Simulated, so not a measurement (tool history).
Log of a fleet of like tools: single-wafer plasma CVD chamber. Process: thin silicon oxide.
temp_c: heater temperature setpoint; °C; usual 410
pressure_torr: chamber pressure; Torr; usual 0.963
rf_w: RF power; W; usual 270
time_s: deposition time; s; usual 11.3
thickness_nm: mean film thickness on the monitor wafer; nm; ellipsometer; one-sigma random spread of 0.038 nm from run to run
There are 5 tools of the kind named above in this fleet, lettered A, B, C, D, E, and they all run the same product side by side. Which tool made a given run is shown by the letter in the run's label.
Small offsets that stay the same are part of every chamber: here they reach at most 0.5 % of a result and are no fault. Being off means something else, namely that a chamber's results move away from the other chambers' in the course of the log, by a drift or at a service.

run,hour,temp_c,pressure_torr,rf_w,time_s,hours since the last thermocouple change,hours since the last RF generator calibration,hours since the last manometer calibration,"read-back reference wafer on the same gauge, thickness_nm",thickness_nm
1A,7,410,0.963,270,11.3,360.5,771.2,862.4,25.713,23.138
2D,18.4,410,0.963,270,11.3,921.3,626.2,868.6,25.704,23.108
3C,28.3,410,0.963,270,11.3,1507.6,1519.7,1620.7,25.713,23.052
4E,41.2,410,0.963,270,11.3,719.4,735.2,1191.6,25.724,23.215
5B,52.5,410,0.843,270,9.7,1167.8,633.4,930.1,25.722,17.605
6A,64.4,410,0.843,270,9.7,417.9,828.6,919.8,25.711,17.776
7E,74.9,410,0.843,270,9.7,753.1,768.9,1225.3,25.723,17.893
# hour 81.8: chamber B: capacitance manometer re-zeroed and calibrated
8D,88.6,410,0.843,270,9.7,991.5,696.4,938.8,25.733,17.697
9B,102.2,410,0.843,270,9.7,1217.5,683.1,20.4,25.74,17.704
10C,115.1,410,0.963,270,11.3,1594.4,1606.5,1707.5,25.732,23.135
11B,125.4,410,0.963,270,11.3,1240.7,706.3,43.6,25.744,23.138
12D,138,410,0.963,270,11.3,1040.9,745.8,988.2,25.758,23.086
13E,146.7,410,0.963,270,11.3,824.9,840.7,1297.1,25.762,23.349
14A,155.8,410,0.963,270,11.3,509.3,920,1011.2,25.76,23.14
15C,167.6,410,0.963,270,11.3,1646.9,1659,1760,25.761,23.059
16C,182,410,0.963,270,11.3,1661.3,1673.4,1774.4,25.765,23.137
17E,195.8,410,0.963,270,11.3,874,889.8,1346.2,25.769,23.301
18D,210,410,0.963,270,11.3,1112.9,817.8,1060.2,25.779,23.151
# hour 211.8: chamber D: thermocouple changed; heater temperature recalibrated
19B,222.4,410,0.963,270,11.3,1337.7,803.3,140.6,25.784,23.14
20A,231.3,410,0.963,270,11.3,584.8,995.5,1086.7,25.79,23.177
21A,242.2,410,1.068,300,11.3,595.7,1006.4,1097.6,25.774,26.014
22B,256,410,1.068,300,11.3,1371.3,836.9,174.2,25.799,26.124
23D,262.4,410,1.068,300,11.3,50.7,870.2,1112.6,25.797,26.11
24C,271.3,410,1.068,300,11.3,1750.6,1762.7,1863.7,25.797,25.984
25E,283.6,410,1.068,300,11.3,961.8,977.6,1434,25.801,26.187
26A,291.4,410,0.963,270,11.3,644.9,1055.6,1146.8,25.815,23.197
27C,298.4,410,0.963,270,11.3,1777.7,1789.8,1890.8,25.811,23.076
28E,307.7,410,0.963,270,11.3,985.9,1001.7,1458.1,25.812,23.369
29D,319.1,410,0.963,270,11.3,107.4,926.9,1169.3,25.82,23.161
30B,332.6,410,0.963,270,11.3,1447.9,913.5,250.8,25.835,23.149
31D,342.9,410,0.963,270,11.3,131.2,950.7,1193.1,25.825,23.225
32E,350,410,0.963,270,11.3,1028.2,1044,1500.4,25.832,23.382
# hour 357.3: chamber D: capacitance manometer re-zeroed and calibrated
33A,358.6,410,0.963,270,11.3,712.1,1122.8,1214,25.828,23.233
34B,371,410,0.963,270,11.3,1486.3,951.9,289.2,25.837,23.183
35C,384.2,415,0.963,320,11.3,1863.5,1875.6,1976.6,25.846,24.799
36D,398,415,0.963,320,11.3,186.3,1005.8,40.7,25.842,24.81
37C,405.9,415,0.963,320,11.3,1885.2,1897.3,1998.3,25.851,24.76
38A,414.3,415,0.963,320,11.3,767.8,1178.5,1269.7,25.857,24.82
39E,425.4,415,0.963,320,11.3,1103.6,1119.4,1575.8,25.865,25.047
40B,431.7,410,0.963,270,11.3,1547,1012.6,349.9,25.862,23.229
41E,438.8,410,0.963,270,11.3,1117,1132.8,1589.2,25.859,23.44
42A,448.1,410,0.963,270,11.3,801.6,1212.3,1303.5,25.864,23.341

Next, all 5 chambers run the settings below, one line each with question marks for the results. What does each chamber give?
43A,458.4,410,0.963,270,10.3,,,,,?
43B,458.4,410,0.963,270,10.3,,,,,?
43C,458.4,410,0.963,270,10.3,,,,,?
43D,458.4,410,0.963,270,10.3,,,,,?
43E,458.4,410,0.963,270,10.3,,,,,?

run,thickness_nm
43A,21.249
43B,21.198
43C,21.16
43D,21.202
43E,21.3
